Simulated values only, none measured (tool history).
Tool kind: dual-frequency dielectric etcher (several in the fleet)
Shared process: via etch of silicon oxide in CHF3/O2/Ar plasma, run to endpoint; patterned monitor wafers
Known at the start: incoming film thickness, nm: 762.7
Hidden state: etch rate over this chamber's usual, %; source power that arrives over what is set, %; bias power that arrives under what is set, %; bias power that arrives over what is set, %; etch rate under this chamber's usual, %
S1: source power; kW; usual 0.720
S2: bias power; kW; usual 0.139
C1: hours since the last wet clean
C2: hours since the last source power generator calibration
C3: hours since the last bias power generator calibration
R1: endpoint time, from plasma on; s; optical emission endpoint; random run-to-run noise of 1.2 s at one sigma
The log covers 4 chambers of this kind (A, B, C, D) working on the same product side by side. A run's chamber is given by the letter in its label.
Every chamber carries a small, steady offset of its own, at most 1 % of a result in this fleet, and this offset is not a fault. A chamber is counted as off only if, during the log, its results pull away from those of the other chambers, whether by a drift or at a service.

{"run": "1D", "day": 0.325, "S1": 0.72, "S2": 0.139, "C1": 134.1, "C2": 537.9, "C3": 2266.8, "R1": 391.29}
{"run": "2C", "day": 0.533, "S1": 0.72, "S2": 0.139, "C1": 97.8, "C2": 2272.7, "C3": 50.4, "R1": 387.1}
{"run": "3A", "day": 0.721, "S1": 0.72, "S2": 0.139, "C1": 285.4, "C2": 345.5, "C3": 1964.9, "R1": 389.23}
{"run": "4B", "day": 0.921, "S1": 0.72, "S2": 0.139, "C1": 206.6, "C2": 1551.2, "C3": 117.6, "R1": 389.91}
{"run": "5C", "day": 1.154, "S1": 0.72, "S2": 0.139, "C1": 112.7, "C2": 2287.6, "C3": 65.3, "R1": 385.59}
{"run": "6D", "day": 1.379, "S1": 0.72, "S2": 0.139, "C1": 159.4, "C2": 563.2, "C3": 2292.1, "R1": 392.69}
{"run": "7A", "day": 1.671, "S1": 0.72, "S2": 0.139, "C1": 308.2, "C2": 368.3, "C3": 1987.7, "R1": 389.54}
{"run": "8B", "day": 2.025, "S1": 0.72, "S2": 0.128, "C1": 233.1, "C2": 1577.7, "C3": 144.1, "R1": 403.5}
{"run": "9B", "day": 2.254, "S1": 0.72, "S2": 0.128, "C1": 238.6, "C2": 1583.2, "C3": 149.6, "R1": 399.18}
{"run": "10A", "day": 2.579, "S1": 0.72, "S2": 0.128, "C1": 330.0, "C2": 390.1, "C3": 2009.5, "R1": 399.83}
{"run": "11C", "day": 2.767, "S1": 0.72, "S2": 0.128, "C1": 151.4, "C2": 2326.3, "C3": 104.0, "R1": 396.14}
{"run": "12D", "day": 3.054, "S1": 0.72, "S2": 0.139, "C1": 199.6, "C2": 603.4, "C3": 2332.3, "R1": 393.82}
{"run": "13B", "day": 3.217, "S1": 0.64, "S2": 0.107, "C1": 261.7, "C2": 1606.3, "C3": 172.7, "R1": 444.31}
{"run": "14A", "day": 3.488, "S1": 0.64, "S2": 0.107, "C1": 351.8, "C2": 411.9, "C3": 2031.3, "R1": 442.01}
{"run": "15D", "day": 3.708, "S1": 0.64, "S2": 0.107, "C1": 215.3, "C2": 619.1, "C3": 2348.0, "R1": 445.2}
{"run": "16C", "day": 3.912, "S1": 0.64, "S2": 0.107, "C1": 178.9, "C2": 2353.8, "C3": 131.5, "R1": 444.01}
{"day": 4.2, "done": "chamber C: source power generator calibrated"}
{"run": "17C", "day": 4.25, "S1": 0.72, "S2": 0.139, "C1": 187.0, "C2": 1.2, "C3": 139.6, "R1": 390.46}
{"run": "18D", "day": 4.592, "S1": 0.61, "S2": 0.171, "C1": 236.5, "C2": 640.3, "C3": 2369.2, "R1": 390.63}
{"run": "19B", "day": 4.896, "S1": 0.61, "S2": 0.171, "C1": 302.0, "C2": 1646.6, "C3": 213.0, "R1": 391.45}
{"run": "20A", "day": 5.05, "S1": 0.61, "S2": 0.171, "C1": 389.3, "C2": 449.4, "C3": 2068.8, "R1": 387.05}
{"run": "21C", "day": 5.392, "S1": 0.61, "S2": 0.171, "C1": 214.4, "C2": 28.6, "C3": 167.0, "R1": 390.57}
{"run": "22A", "day": 5.683, "S1": 0.72, "S2": 0.139, "C1": 404.5, "C2": 464.6, "C3": 2084.0, "R1": 390.66}
{"run": "23B", "day": 5.908, "S1": 0.72, "S2": 0.139, "C1": 326.3, "C2": 1670.9, "C3": 237.3, "R1": 389.66}
{"run": "24D", "day": 6.146, "S1": 0.72, "S2": 0.139, "C1": 273.8, "C2": 677.6, "C3": 2406.5, "R1": 393.26}
{"run": "25B", "day": 6.367, "S1": 0.72, "S2": 0.139, "C1": 337.3, "C2": 1681.9, "C3": 248.3, "R1": 391.72}
{"run": "26A", "day": 6.642, "S1": 0.72, "S2": 0.139, "C1": 427.5, "C2": 487.6, "C3": 2107.0, "R1": 390.88}
{"run": "27C", "day": 6.846, "S1": 0.72, "S2": 0.139, "C1": 249.3, "C2": 63.5, "C3": 201.9, "R1": 393.83}
{"run": "28D", "day": 7.104, "S1": 0.72, "S2": 0.139, "C1": 296.8, "C2": 700.6, "C3": 2429.5, "R1": 394.48}
{"run": "29A", "day": 7.271, "S1": 0.72, "S2": 0.139, "C1": 442.6, "C2": 502.7, "C3": 2122.1, "R1": 390.33}
{"run": "30B", "day": 7.45, "S1": 0.72, "S2": 0.139, "C1": 363.3, "C2": 1707.9, "C3": 274.3, "R1": 393.69}
{"run": "31C", "day": 7.746, "S1": 0.72, "S2": 0.139, "C1": 270.9, "C2": 85.1, "C3": 223.5, "R1": 393.99}
{"run": "32D", "day": 8.054, "S1": 0.72, "S2": 0.139, "C1": 319.6, "C2": 723.4, "C3": 2452.3, "R1": 392.03}
{"run": "33A", "day": 8.217, "S1": 0.62, "S2": 0.119, "C1": 465.3, "C2": 525.4, "C3": 2144.8, "R1": 433.21}
{"run": "34D", "day": 8.375, "S1": 0.62, "S2": 0.119, "C1": 327.3, "C2": 731.1, "C3": 2460.0, "R1": 435.92}
{"run": "35C", "day": 8.625, "S1": 0.62, "S2": 0.119, "C1": 292.0, "C2": 106.2, "C3": 244.6, "R1": 441.62}
{"run": "36B", "day": 8.867, "S1": 0.62, "S2": 0.119, "C1": 397.3, "C2": 1741.9, "C3": 308.3, "R1": 435.92}
{"run": "37D", "day": 9.062, "S1": 0.61, "S2": 0.151, "C1": 343.8, "C2": 747.6, "C3": 2476.5, "R1": 406.41}
{"day": 9.254, "done": "chamber D: bias power generator calibrated"}
{"run": "38C", "day": 9.258, "S1": 0.61, "S2": 0.151, "C1": 307.2, "C2": 121.4, "C3": 259.8, "R1": 412.16}
{"run": "39A", "day": 9.542, "S1": 0.61, "S2": 0.151, "C1": 497.1, "C2": 557.2, "C3": 2176.6, "R1": 407.31}
{"run": "40B", "day": 9.754, "S1": 0.61, "S2": 0.151, "C1": 418.6, "C2": 1763.2, "C3": 329.6, "R1": 406.12}
{"run": "41D", "day": 10.079, "S1": 0.72, "S2": 0.139, "C1": 368.2, "C2": 772.0, "C3": 19.8, "R1": 393.19}
{"run": "42A", "day": 10.267, "S1": 0.65, "S2": 0.123, "C1": 514.5, "C2": 574.6, "C3": 2194.0, "R1": 420.46}
{"run": "43C", "day": 10.438, "S1": 0.65, "S2": 0.123, "C1": 335.5, "C2": 149.7, "C3": 288.1, "R1": 434.38}
{"run": "44B", "day": 10.717, "S1": 0.65, "S2": 0.123, "C1": 441.7, "C2": 1786.3, "C3": 352.7, "R1": 422.24}

One chamber off, gauge drift, or nothing amiss beyond the chambers' own small offsets? If it is a chamber, which one, and what is the likeliest cause?

It is chamber C that slowly wanders off from its peers.
Cause: etch rate under this chamber's usual, % = 3.16.

Below are 4 candidate recipes for chamber C's next run, each the usual settings with a change, their results shown as question marks. Which of them brings C's results back in line with what the other chambers give on the usual settings?
Counts as in line when no further than this from what the other chambers average on the usual settings: R1 4.10 s
{"run": "45C-1", "day": 10.967, "S1": 0.75, "S2": 0.143, "R1": "?"}
{"run": "45C-2", "day": 10.967, "S1": 0.69, "S2": 0.135, "R1": "?"}
{"run": "45C-3", "day": 10.967, "S1": 0.67, "S2": 0.131, "R1": "?"}
{"run": "45C-4", "day": 10.967, "S1": 0.81, "S2": 0.139, "R1": "?"}

Average result of the remaining chambers running the usual settings: R1 391.41 s
run=45C-1 R1=391.21
run=45C-2 R1=411.40
run=45C-3 R1=420.02
run=45C-4 R1=383.07
It is 45C-1 that realigns the chamber with its peers.
